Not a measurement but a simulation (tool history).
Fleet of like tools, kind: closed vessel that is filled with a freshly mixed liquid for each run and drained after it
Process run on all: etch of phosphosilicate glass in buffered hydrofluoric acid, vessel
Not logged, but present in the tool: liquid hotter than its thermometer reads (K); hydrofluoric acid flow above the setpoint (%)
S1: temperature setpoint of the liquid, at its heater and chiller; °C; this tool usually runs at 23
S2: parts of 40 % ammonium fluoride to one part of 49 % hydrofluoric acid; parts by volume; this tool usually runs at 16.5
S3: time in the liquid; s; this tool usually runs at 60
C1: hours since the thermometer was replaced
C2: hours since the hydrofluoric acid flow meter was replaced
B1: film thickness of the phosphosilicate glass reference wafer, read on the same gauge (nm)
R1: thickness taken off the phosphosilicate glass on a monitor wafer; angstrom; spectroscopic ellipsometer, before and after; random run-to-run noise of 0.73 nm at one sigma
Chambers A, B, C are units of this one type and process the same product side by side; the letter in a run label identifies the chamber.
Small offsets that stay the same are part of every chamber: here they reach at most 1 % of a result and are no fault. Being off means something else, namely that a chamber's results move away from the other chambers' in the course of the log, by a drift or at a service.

run	day	S1	S2	S3	C1	C2	B1	R1
1B	0.108	23	16.5	60	193	519	79.979	1048.2
2C	0.304	23	16.5	60	547.2	64.4	80.014	1064.5
3A	0.404	23	16.5	60	472.3	1011	79.978	1073
4B	0.558	23	16.5	60	203.8	529.8	80.042	1054
5C	0.667	23	16.5	35	555.9	73.1	80.042	610.83
6A	0.796	23	16.5	35	481.7	1020.4	80.006	621.95
7C	0.933	23	16.5	35	562.3	79.5	79.972	616.06
8B	1.058	23	16.5	60	215.8	541.8	80.035	1060.4
9A	1.154	23	22	60	490.3	1029	79.993	822.12
10B	1.283	23	22	60	221.2	547.2	80.016	831.49
11A	1.417	23	22	60	496.6	1035.3	80.003	839.67
12C	1.583	23	16.5	60	577.9	95.1	80.001	1064.6
13C	1.767	23	16.5	60	582.3	99.5	79.959	1068.7
14A	1.892	25.5	14.5	60	508	1046.7	79.963	1412.9
15B	1.983	25.5	14.5	60	238	564	79.988	1371.8
16A	2.154	25.5	14.5	60	514.3	1053	79.927	1418.8
17B	2.321	23	16.5	60	246.1	572.1	79.957	1058.6
18C	2.446	23	16.5	60	598.6	115.8	79.979	1069.7
19B	2.621	23	16.5	60	253.3	579.3	79.963	1062.9
20C	2.725	23	16.5	60	605.3	122.5	80.003	1072.5
21A	2.921	23	16.5	60	532.7	1071.4	79.986	1093.7
22C	3.038	23	11	60	612.8	130	79.957	1570.7
23A	3.217	23	11	60	539.8	1078.5	79.992	1643.3
24B	3.329	23	11	60	270.3	596.3	79.983	1556.5
25A	3.488	23	16.5	60	546.3	1085	80.033	1101.4
26C	3.612	23	16.5	60	626.6	143.8	79.969	1072.1
27B	3.812	23	16.5	60	281.9	607.9	80.02	1057.1
28A	3.917	23	16.5	60	556.6	1095.3	80.023	1126.9
29B	4.092	23	16.5	60	288.6	614.6	79.989	1061.5
30C	4.296	23	16.5	60	643	160.2	79.989	1070.3
31A	4.412	23	16.5	60	568.5	1107.2	80.001	1112.9

One chamber off, gauge drift, or nothing amiss beyond the chambers' own small offsets? If it is a chamber, which one, and what is the likeliest cause?

One chamber, A, drifts off from the rest bit by bit.
What lies behind it: hydrofluoric acid flow above the setpoint (%) = 6.28.
The log might look much the same if the cause were instead: liquid hotter than its thermometer reads (K).

Chamber A could run next with any of the 4 candidate recipes listed below; each alters the usual settings, and their results appear as question marks. Which one brings its results back in line with what the other chambers deliver on the usual settings?
In line here means within this much of the mean the other chambers give on the usual settings: R1 26 angstrom
32A-1	4.562	23	17.5	60				?
32A-2	4.562	23	15.5	60				?
32A-3	4.562	23.5	16.5	60				?
32A-4	4.562	22.5	16.5	60				?

On the usual settings, the other chambers give on average: R1 1061.9 angstrom
run	R1
32A-1	1067.7
32A-2	1203.1
32A-3	1162.9
32A-4	1100
32A-1 brings the chamber back in line.
